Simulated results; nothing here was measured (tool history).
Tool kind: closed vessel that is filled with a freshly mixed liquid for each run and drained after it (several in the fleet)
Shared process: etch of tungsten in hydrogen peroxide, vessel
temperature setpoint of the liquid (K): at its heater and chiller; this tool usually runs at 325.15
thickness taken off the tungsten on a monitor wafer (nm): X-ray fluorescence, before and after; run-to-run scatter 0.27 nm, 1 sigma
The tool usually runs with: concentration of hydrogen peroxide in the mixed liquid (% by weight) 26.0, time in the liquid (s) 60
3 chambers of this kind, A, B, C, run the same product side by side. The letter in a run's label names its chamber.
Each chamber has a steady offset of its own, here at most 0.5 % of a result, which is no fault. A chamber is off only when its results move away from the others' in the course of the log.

run,hour,temperature setpoint of the liquid (K),concentration of hydrogen peroxide in the mixed liquid (% by weight),time in the liquid (s),"read-back film thickness of the tungsten reference wafer, read on the same gauge (nm)",thickness taken off the tungsten on a monitor wafer (nm)
1C,4.9,325.15,26.0,60,89.992,64.477
# hour 5.8: chamber C: peroxide flow meter replaced
2B,9.5,325.15,26.0,60,90.000,64.483
3A,13.1,325.15,26.0,60,89.992,65.545
4B,16.0,325.15,26.0,60,90.025,64.852
5C,22.2,325.15,26.0,60,89.964,64.972
6A,25.5,325.15,26.0,60,90.024,65.431
7B,32.1,325.15,26.0,60,90.015,65.032
8A,35.6,325.15,26.0,60,89.969,65.059
9C,39.2,325.15,26.0,60,89.985,64.935
10A,44.3,325.15,26.0,60,89.974,65.578
11B,50.7,325.15,26.0,60,89.992,65.209
12C,55.2,325.15,26.0,80,90.005,86.411
13B,61.1,325.15,26.0,80,90.025,87.219
14C,64.3,325.15,26.0,80,90.015,86.924
15A,68.8,325.15,26.0,60,89.942,65.452
16B,72.9,325.15,22.0,60,90.006,60.622
17C,79.5,325.15,22.0,60,89.970,59.742
18A,85.4,325.15,22.0,60,90.034,60.519
19A,89.2,325.15,26.0,60,89.986,65.647
20C,94.3,325.15,26.0,60,89.972,64.747
21B,99.4,325.15,29.5,30,90.026,35.524
22A,103.9,325.15,29.5,30,90.009,34.931
23B,108.7,325.15,29.5,30,89.977,35.843
24C,114.3,334.65,26.0,60,90.015,114.270
25A,120.0,334.65,26.0,60,89.989,114.660
26C,124.1,334.65,26.0,60,89.971,113.660
27B,130.1,325.15,26.0,60,89.961,67.360
28C,135.5,325.15,26.0,60,90.023,65.243
29B,139.1,325.15,26.0,60,90.057,67.675

Is one chamber out of step, is the gauge drifting, or do the chambers differ by no more than their own small offsets? For an off chamber, give its letter and the likeliest cause.

Chamber B drifts away from the others.
Likeliest cause: liquid hotter than its thermometer reads (K) = 0.696.
The log might look much the same if the cause were instead: peroxide flow above the setpoint (%).

Below are 4 candidate recipes for chamber B's next run, each the usual settings with a change, their results shown as question marks. Which of them brings B's results back in line with what the other chambers give on the usual settings?
In line here means within this much of the mean the other chambers give on the usual settings: thickness taken off the tungsten on a monitor wafer (nm) 0.940
30B-1,143.9,325.15,24.0,60,,?
30B-2,143.9,325.15,25.5,60,,?
30B-3,143.9,325.15,26.5,60,,?
30B-4,143.9,325.15,28.0,60,,?

The other chambers' mean on the usual settings: thickness taken off the tungsten on a monitor wafer (nm) 65.320
run,thickness taken off the tungsten on a monitor wafer (nm)
30B-1,65.213
30B-2,67.251
30B-3,68.578
30B-4,70.520
30B-1 puts the chamber back in line with the other chambers.
